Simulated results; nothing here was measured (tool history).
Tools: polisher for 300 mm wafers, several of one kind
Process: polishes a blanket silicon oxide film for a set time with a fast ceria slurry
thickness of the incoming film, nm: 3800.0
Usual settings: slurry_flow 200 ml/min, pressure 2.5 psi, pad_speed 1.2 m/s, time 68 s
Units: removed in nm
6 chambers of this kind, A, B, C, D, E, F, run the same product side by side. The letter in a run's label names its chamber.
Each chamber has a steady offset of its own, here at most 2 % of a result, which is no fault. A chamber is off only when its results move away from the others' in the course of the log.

At hour 2.3: chamber A: worn pad replaced by a new one.
At hour 11.2: chamber D: worn pad replaced by a new one.
Run 1C, hour 13.4: usual settings. Result: removed 973.36 nm.
At hour 22.5: chamber E: worn pad replaced by a new one.
Run 2A, hour 22.5: usual settings. Result: removed 971.56 nm.
Run 3F, hour 32.9: usual settings. Result: removed 961.99 nm.
Run 4B, hour 40.6: usual settings. Result: removed 959.76 nm.
At hour 44.2: chamber F: slurry nozzle cleaned.
Run 5E, hour 53.9: usual settings. Result: removed 950.96 nm.
Run 6D, hour 61.6: usual settings. Result: removed 970.26 nm.
At hour 65.6: chamber F: worn pad replaced by a new one.
Run 7C, hour 71.9: usual settings. Result: removed 956.87 nm.
At hour 75.1: chamber C: worn pad replaced by a new one.
Run 8D, hour 83.3: usual settings. Result: removed 960.37 nm.
Run 9A, hour 91.6: usual settings. Result: removed 973.96 nm.
At hour 91.8: chamber E: worn pad replaced by a new one.
Run 10F, hour 98.6: usual settings. Result: removed 964.52 nm.
At hour 105.5: chamber B: slurry nozzle cleaned.
Run 11B, hour 107.2: usual settings. Result: removed 968.16 nm.
At hour 116.0: chamber B: worn pad replaced by a new one.
Run 12E, hour 117.5: usual settings. Result: removed 940.87 nm.
Run 13A, hour 129.7: usual settings but pressure 2.2 psi, pad_speed 1.5 m/s. Result: removed 1081.40 nm.
Run 14B, hour 138.1: usual settings but pressure 2.2 psi, pad_speed 1.5 m/s. Result: removed 1043.20 nm.
Run 15C, hour 147.0: usual settings but pressure 2.2 psi, pad_speed 1.5 m/s. Result: removed 1043.20 nm.
At hour 152.7: chamber A: worn pad replaced by a new one.
Run 16E, hour 156.9: usual settings but pressure 2.2 psi, pad_speed 1.5 m/s. Result: removed 1054.20 nm.
At hour 162.5: chamber E: worn pad replaced by a new one.
Run 17D, hour 170.1: usual settings but pressure 2.2 psi, pad_speed 1.5 m/s. Result: removed 1064.00 nm.
Run 18F, hour 178.8: usual settings but pressure 2.2 psi, pad_speed 1.5 m/s. Result: removed 1047.10 nm.
At hour 186.8: chamber D: worn pad replaced by a new one.
At hour 192.7: chamber A: head pressure recalibrated.
Run 19E, hour 193.6: usual settings. Result: removed 955.74 nm.
Run 20D, hour 208.6: usual settings. Result: removed 978.32 nm.
Run 21F, hour 216.1: usual settings. Result: removed 945.72 nm.
At hour 227.7: chamber B: worn pad replaced by a new one.
Run 22C, hour 228.0: usual settings. Result: removed 956.30 nm.
At hour 230.0: chamber D: slurry nozzle cleaned.
At hour 232.4: chamber F: worn pad replaced by a new one.
Run 23B, hour 235.5: usual settings. Result: removed 971.03 nm.
At hour 239.7: chamber C: worn pad replaced by a new one.
At hour 246.9: chamber E: worn pad replaced by a new one.
Run 24A, hour 247.9: usual settings but pad_speed 0.9 m/s, time 50 s. Result: removed 535.86 nm.
Run 25D, hour 258.2: usual settings but pad_speed 0.9 m/s, time 50 s. Result: removed 538.07 nm.
At hour 266.8: chamber E: slurry nozzle cleaned.
Run 26E, hour 271.8: usual settings but pad_speed 0.9 m/s, time 50 s. Result: removed 528.61 nm.
Run 27F, hour 285.0: usual settings but pad_speed 0.9 m/s, time 50 s. Result: removed 514.39 nm.
Run 28B, hour 297.9: usual settings but pad_speed 0.9 m/s, time 50 s. Result: removed 524.22 nm.
At hour 308.6: chamber A: slurry nozzle cleaned.
Run 29A, hour 309.6: usual settings but pad_speed 0.9 m/s, time 50 s. Result: removed 533.39 nm.
At hour 314.8: chamber F: head pressure recalibrated.
Run 30C, hour 319.7: usual settings. Result: removed 936.39 nm.
At hour 325.2: chamber A: worn pad replaced by a new one.
Run 31B, hour 329.5: usual settings. Result: removed 980.34 nm.
At hour 330.1: chamber B: worn pad replaced by a new one.
At hour 336.1: chamber E: worn pad replaced by a new one.
Run 32D, hour 336.5: usual settings. Result: removed 974.71 nm.
Run 33A, hour 344.7: usual settings. Result: removed 983.97 nm.
Run 34F, hour 353.7: usual settings. Result: removed 970.95 nm.
Run 35E, hour 367.6: usual settings but slurry_flow 225 ml/min. Result: removed 965.06 nm.
Run 36C, hour 375.2: usual settings but slurry_flow 225 ml/min. Result: removed 970.55 nm.
Run 37B, hour 390.0: usual settings but slurry_flow 225 ml/min. Result: removed 986.53 nm.

Is one chamber off against the others, does the gauge drift, or is nothing wrong? If a chamber is off, say which, and what the likeliest cause is.

No chamber stands off beyond its own small offset, and the gauge holds steady.
